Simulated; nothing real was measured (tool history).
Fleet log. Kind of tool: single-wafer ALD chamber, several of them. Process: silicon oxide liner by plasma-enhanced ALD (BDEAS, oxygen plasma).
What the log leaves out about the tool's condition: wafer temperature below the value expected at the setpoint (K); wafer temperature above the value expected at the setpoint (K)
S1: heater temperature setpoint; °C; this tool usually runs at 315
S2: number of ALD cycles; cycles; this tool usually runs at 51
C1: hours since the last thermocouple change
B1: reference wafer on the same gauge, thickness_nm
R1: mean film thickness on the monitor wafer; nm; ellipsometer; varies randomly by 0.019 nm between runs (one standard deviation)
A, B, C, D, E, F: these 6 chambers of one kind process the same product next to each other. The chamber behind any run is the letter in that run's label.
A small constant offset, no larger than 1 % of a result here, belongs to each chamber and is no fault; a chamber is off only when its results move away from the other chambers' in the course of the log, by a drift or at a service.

run	hour	S1	S2	C1	B1	R1
1D	4.8	315	51	59.3	4.3401	4.6403
2B	9.8	315	51	1496.4	4.3401	4.6718
3F	14.4	315	51	1937.1	4.3338	4.6109
4C	16.9	315	51	1314.8	4.3408	4.6852
5E	21.3	306	42	2524.4	4.3398	3.8531
6A	25.2	306	42	2308.8	4.3398	3.9104
7E	27.8	306	42	2530.9	4.3416	3.8996
8F	31.0	306	42	1953.7	4.3417	3.8784
9C	33.6	306	42	1331.5	4.3387	3.8845
10B	36.2	306	42	1522.8	4.3400	3.8777
11D	40.0	315	51	94.5	4.3441	4.6470
12A	44.6	315	51	2328.2	4.3405	4.7198
13D	48.6	315	51	103.1	4.3440	4.6376
14F	51.7	315	51	1974.4	4.3409	4.6317
15B	54.5	315	51	1541.1	4.3372	4.6709
16A	59.1	315	51	2342.7	4.3341	4.6836
17C	63.4	315	51	1361.3	4.3329	4.6581
18E	67.8	315	51	2570.9	4.3434	4.6491
19C	70.2	315	51	1368.1	4.3388	4.6609
20F	72.6	315	51	1995.3	4.3430	4.5934
21D	76.7	315	51	131.2	4.3350	4.6873
22B	80.6	315	51	1567.2	4.3423	4.6743
23A	84.9	302	43	2368.5	4.3406	4.0517
24E	89.3	302	43	2592.4	4.3370	3.9854
# hour 90.3: chamber A: thermocouple changed; heater temperature recalibrated
25A	93.3	302	43	3.1	4.3432	4.0380
26C	98.0	302	43	1395.9	4.3424	4.0098
27F	103.0	302	43	2025.7	4.3391	3.9914
28B	106.8	302	43	1593.4	4.3360	3.9885
29E	111.5	315	51	2614.6	4.3403	4.6185
30D	115.1	315	46	169.6	4.3388	4.1943
31D	120.1	315	46	174.6	4.3399	4.2322
32C	124.5	315	46	1422.4	4.3421	4.2132
33F	128.9	315	46	2051.6	4.3373	4.1754
34E	132.4	315	46	2635.5	4.3442	4.1694
35B	136.9	315	46	1623.5	4.3419	4.2192
36A	140.6	315	51	50.4	4.3415	4.6884
37E	145.0	315	51	2648.1	4.3397	4.6464
38C	149.8	315	51	1447.7	4.3375	4.6720
39F	153.4	315	51	2076.1	4.3429	4.6407
40B	156.8	315	51	1643.4	4.3417	4.6385
41D	161.1	315	51	215.6	4.3424	4.6488
42A	163.8	315	51	73.6	4.3405	4.6937

Next, all 6 chambers run the settings below, one line each with question marks for the results. What does each chamber give?
43A	167.4	315	43			?
43B	167.4	315	43			?
43C	167.4	315	43			?
43D	167.4	315	43			?
43E	167.4	315	43			?
43F	167.4	315	43			?

run	R1
43A	3.9469
43B	3.9205
43C	3.8994
43D	3.9086
43E	3.9075
43F	3.8881
